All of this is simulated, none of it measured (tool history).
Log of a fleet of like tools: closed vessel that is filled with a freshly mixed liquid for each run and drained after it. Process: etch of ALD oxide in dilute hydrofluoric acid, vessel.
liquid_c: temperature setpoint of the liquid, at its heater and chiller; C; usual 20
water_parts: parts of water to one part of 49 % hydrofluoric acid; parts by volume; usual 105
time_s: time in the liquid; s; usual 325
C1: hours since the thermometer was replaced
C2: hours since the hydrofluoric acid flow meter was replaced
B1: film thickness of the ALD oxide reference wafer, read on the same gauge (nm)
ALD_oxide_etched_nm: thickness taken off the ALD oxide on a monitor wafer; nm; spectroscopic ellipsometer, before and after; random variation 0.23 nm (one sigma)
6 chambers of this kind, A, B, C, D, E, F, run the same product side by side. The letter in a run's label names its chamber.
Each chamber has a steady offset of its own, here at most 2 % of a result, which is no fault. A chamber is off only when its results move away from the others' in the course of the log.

Run 1B, day 0.35: usual settings; C1 415.8; C2 1167.4; B1 30.004. Result: ALD_oxide_etched_nm 38.261 nm.
Run 2F, day 0.825: usual settings; C1 2324; C2 234.1; B1 29.994. Result: ALD_oxide_etched_nm 38.151 nm.
Run 3D, day 1.396: usual settings; C1 543.5; C2 1465.1; B1 29.939. Result: ALD_oxide_etched_nm 37.962 nm.
Run 4A, day 1.754: usual settings; C1 973.2; C2 72.9; B1 29.984. Result: ALD_oxide_etched_nm 38.508 nm.
At day 1.988: chamber C: thermometer replaced.
Run 5C, day 2.158: usual settings; C1 4.1; C2 458.6; B1 29.999. Result: ALD_oxide_etched_nm 37.471 nm.
At day 2.617: chamber C: hydrofluoric acid flow meter replaced.
Run 6E, day 2.788: usual settings; C1 76.2; C2 859; B1 29.978. Result: ALD_oxide_etched_nm 38.442 nm.
Run 7D, day 3.129: usual settings; C1 585.1; C2 1506.7; B1 30.018. Result: ALD_oxide_etched_nm 37.947 nm.
Run 8B, day 3.438: usual settings; C1 489.9; C2 1241.5; B1 29.968. Result: ALD_oxide_etched_nm 38.303 nm.
Run 9F, day 3.792: usual settings; C1 2395.2; C2 305.3; B1 29.977. Result: ALD_oxide_etched_nm 38.258 nm.
Run 10E, day 4.392: usual settings; C1 114.7; C2 897.5; B1 29.979. Result: ALD_oxide_etched_nm 38.067 nm.
At day 4.612: chamber B: hydrofluoric acid flow meter replaced.
Run 11C, day 4.908: usual settings; C1 70.1; C2 55; B1 29.957. Result: ALD_oxide_etched_nm 37.152 nm.
Run 12A, day 5.354: usual settings; C1 1059.6; C2 159.3; B1 30.03. Result: ALD_oxide_etched_nm 38.093 nm.
Run 13B, day 5.908: usual settings; C1 549.2; C2 31.2; B1 30.013. Result: ALD_oxide_etched_nm 37.998 nm.
Run 14C, day 6.192: usual settings; C1 100.9; C2 85.8; B1 30.028. Result: ALD_oxide_etched_nm 37.388 nm.
Run 15A, day 6.471: usual settings; C1 1086.4; C2 186.1; B1 29.943. Result: ALD_oxide_etched_nm 37.982 nm.
Run 16F, day 6.746: usual settings; C1 2466.1; C2 376.2; B1 29.963. Result: ALD_oxide_etched_nm 37.901 nm.
Run 17E, day 7.271: usual settings but time_s 160 s; C1 183.8; C2 966.6; B1 30.019. Result: ALD_oxide_etched_nm 18.788 nm.
Run 18D, day 7.712: usual settings but time_s 160 s; C1 695.1; C2 1616.7; B1 30.007. Result: ALD_oxide_etched_nm 18.397 nm.
Run 19C, day 8.079: usual settings but time_s 160 s; C1 146.2; C2 131.1; B1 29.966. Result: ALD_oxide_etched_nm 18.423 nm.
Run 20D, day 8.538: usual settings but time_s 160 s; C1 714.9; C2 1636.5; B1 29.993. Result: ALD_oxide_etched_nm 18.582 nm.
Run 21B, day 8.833: usual settings but time_s 160 s; C1 619.4; C2 101.4; B1 29.996. Result: ALD_oxide_etched_nm 18.561 nm.
At day 8.942: chamber A: thermometer replaced.
Run 22E, day 9.383: usual settings but time_s 160 s; C1 234.5; C2 1017.3; B1 30.06. Result: ALD_oxide_etched_nm 18.68 nm.
Run 23F, day 9.671: usual settings; C1 2536.3; C2 446.4; B1 30.042. Result: ALD_oxide_etched_nm 37.725 nm.
Run 24A, day 10.096: usual settings; C1 27.7; C2 273.1; B1 30.038. Result: ALD_oxide_etched_nm 37.713 nm.
Run 25F, day 10.438: usual settings; C1 2554.7; C2 464.8; B1 29.966. Result: ALD_oxide_etched_nm 37.957 nm.
Run 26A, day 10.975: usual settings; C1 48.8; C2 294.2; B1 30.012. Result: ALD_oxide_etched_nm 38.003 nm.
Run 27C, day 11.517: usual settings but liquid_c 23.5 C, time_s 410 s; C1 228.7; C2 213.6; B1 29.998. Result: ALD_oxide_etched_nm 54.262 nm.
At day 11.554: chamber D: thermometer replaced.
Run 28B, day 12.096: usual settings but liquid_c 23.5 C, time_s 410 s; C1 697.7; C2 179.7; B1 29.988. Result: ALD_oxide_etched_nm 54.959 nm.
Run 29E, day 12.442: usual settings but liquid_c 23.5 C, time_s 410 s; C1 307.9; C2 1090.7; B1 29.979. Result: ALD_oxide_etched_nm 55.938 nm.
Run 30D, day 12.933: usual settings but liquid_c 23.5 C, time_s 410 s; C1 33.2; C2 1742; B1 30.022. Result: ALD_oxide_etched_nm 54.457 nm.
Run 31E, day 13.379: usual settings but liquid_c 23.5 C, time_s 410 s; C1 330.4; C2 1113.2; B1 30.019. Result: ALD_oxide_etched_nm 56.306 nm.
At day 13.662: chamber F: thermometer replaced.
Run 32B, day 13.825: usual settings but liquid_c 23.5 C, time_s 410 s; C1 739.2; C2 221.2; B1 30.023. Result: ALD_oxide_etched_nm 55.41 nm.
Run 33F, day 14.146: usual settings; C1 11.6; C2 553.8; B1 29.967. Result: ALD_oxide_etched_nm 38.265 nm.
Run 34D, day 14.429: usual settings; C1 69.1; C2 1777.9; B1 29.997. Result: ALD_oxide_etched_nm 37.421 nm.
Run 35A, day 14.862: usual settings; C1 142.1; C2 387.5; B1 29.963. Result: ALD_oxide_etched_nm 38.253 nm.
Run 36C, day 15.417: usual settings; C1 322.3; C2 307.2; B1 30.009. Result: ALD_oxide_etched_nm 37.507 nm.

All 6 chambers run these settings next. Forecast each chamber's results:
Run 37A, day 15.871: usual settings but time_s 510 s. Result: ALD_oxide_etched_nm ?.
Run 37B, day 15.871: usual settings but time_s 510 s. Result: ALD_oxide_etched_nm ?.
Run 37C, day 15.871: usual settings but time_s 510 s. Result: ALD_oxide_etched_nm ?.
Run 37D, day 15.871: usual settings but time_s 510 s. Result: ALD_oxide_etched_nm ?.
Run 37E, day 15.871: usual settings but time_s 510 s. Result: ALD_oxide_etched_nm ?.
Run 37F, day 15.871: usual settings but time_s 510 s. Result: ALD_oxide_etched_nm ?.

run  ALD_oxide_etched_nm
37A               59.838
37B               58.951
37C               58.875
37D               59.151
37E                60.12
37F               59.225

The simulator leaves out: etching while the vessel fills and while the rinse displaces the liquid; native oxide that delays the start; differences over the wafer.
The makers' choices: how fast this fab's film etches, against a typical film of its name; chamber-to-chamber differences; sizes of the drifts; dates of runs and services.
